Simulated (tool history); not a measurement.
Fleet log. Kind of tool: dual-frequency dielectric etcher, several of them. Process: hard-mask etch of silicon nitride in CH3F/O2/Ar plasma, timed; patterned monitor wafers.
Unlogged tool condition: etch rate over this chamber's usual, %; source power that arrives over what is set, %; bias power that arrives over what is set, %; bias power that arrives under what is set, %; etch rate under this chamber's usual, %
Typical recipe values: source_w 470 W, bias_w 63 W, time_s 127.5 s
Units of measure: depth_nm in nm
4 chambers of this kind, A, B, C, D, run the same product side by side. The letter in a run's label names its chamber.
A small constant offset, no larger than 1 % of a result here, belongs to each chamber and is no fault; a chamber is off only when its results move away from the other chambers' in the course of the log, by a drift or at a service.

run	hour	source_w	bias_w	time_s	hours since the last wet clean	hours since the last source power generator calibration	hours since the last bias power generator calibration	read-back reference wafer on the same gauge, depth_nm	depth_nm
1D	5.1	470	63	127.5	7.4	609.5	588.4	92.368	90.091
2A	11.4	470	63	127.5	453.6	46.1	1659.2	92.339	90.368
3C	18.7	470	63	127.5	433.1	1963.5	643.2	92.403	90.332
4B	23.2	470	63	127.5	420.3	107.5	98.1	92.451	90.24
5B	29.9	470	63	127.5	427	114.2	104.8	92.444	89.689
6D	34.9	470	63	127.5	37.2	639.3	618.2	92.442	91.188
7A	40.5	470	63	127.5	482.7	75.2	1688.3	92.35	90.018
8C	47.7	470	63	127.5	462.1	1992.5	672.2	92.476	91.364
9B	54.9	520	63	95.5	452	139.2	129.8	92.361	70.419
10D	60.4	520	63	95.5	62.7	664.8	643.7	92.424	70.647
# hour 61.4: chamber B: wet clean of the chamber
11C	65.2	520	63	95.5	479.6	2010	689.7	92.388	70.442
12A	71.3	520	63	95.5	513.5	106	1719.1	92.471	70.517
13C	75.2	470	63	127.5	489.6	2020	699.7	92.498	90.883
14A	83.4	470	63	127.5	525.6	118.1	1731.2	92.492	89.784
15B	89.5	470	63	127.5	28.1	173.8	164.4	92.42	90.012
16D	94.7	470	63	127.5	97	699.1	678	92.366	89.901
17C	99.1	470	63	127.5	513.5	2043.9	723.6	92.449	90.203
18A	103.1	470	63	127.5	545.3	137.8	1750.9	92.419	90.475
19D	108.3	360	63	112.5	110.6	712.7	691.6	92.356	72.51
20B	113.8	360	63	112.5	52.4	198.1	188.7	92.466	71.744
21C	119.5	360	63	112.5	533.9	2064.3	744	92.36	72.023
# hour 124.8: chamber C: wet clean of the chamber
22D	127.7	360	63	112.5	130	732.1	711	92.463	71.911
23A	134.8	470	69	142	577	169.5	1782.6	92.381	103.24
24B	139	470	69	142	77.6	223.3	213.9	92.357	103.1
25B	145.9	470	69	142	84.5	230.2	220.8	92.374	104.11
26A	152.4	470	69	142	594.6	187.1	1800.2	92.386	103.77
27C	156.6	470	63	127.5	31.9	2101.4	781.1	92.388	89.583
28D	163.4	470	63	127.5	165.7	767.8	746.7	92.403	90.907
29B	168.9	470	63	127.5	107.5	253.2	243.8	92.343	89.726
30A	175.7	470	63	127.5	617.9	210.4	1823.5	92.482	90.777
31D	181.9	470	56	127.5	184.2	786.3	765.2	92.438	86.84

All 4 chambers run these settings next. Forecast each chamber's results:
32A	187.9	470	63	127.5					?
32B	187.9	470	63	127.5					?
32C	187.9	470	63	127.5					?
32D	187.9	470	63	127.5					?

run	depth_nm
32A	90.646
32B	90.374
32C	90.542
32D	91.174
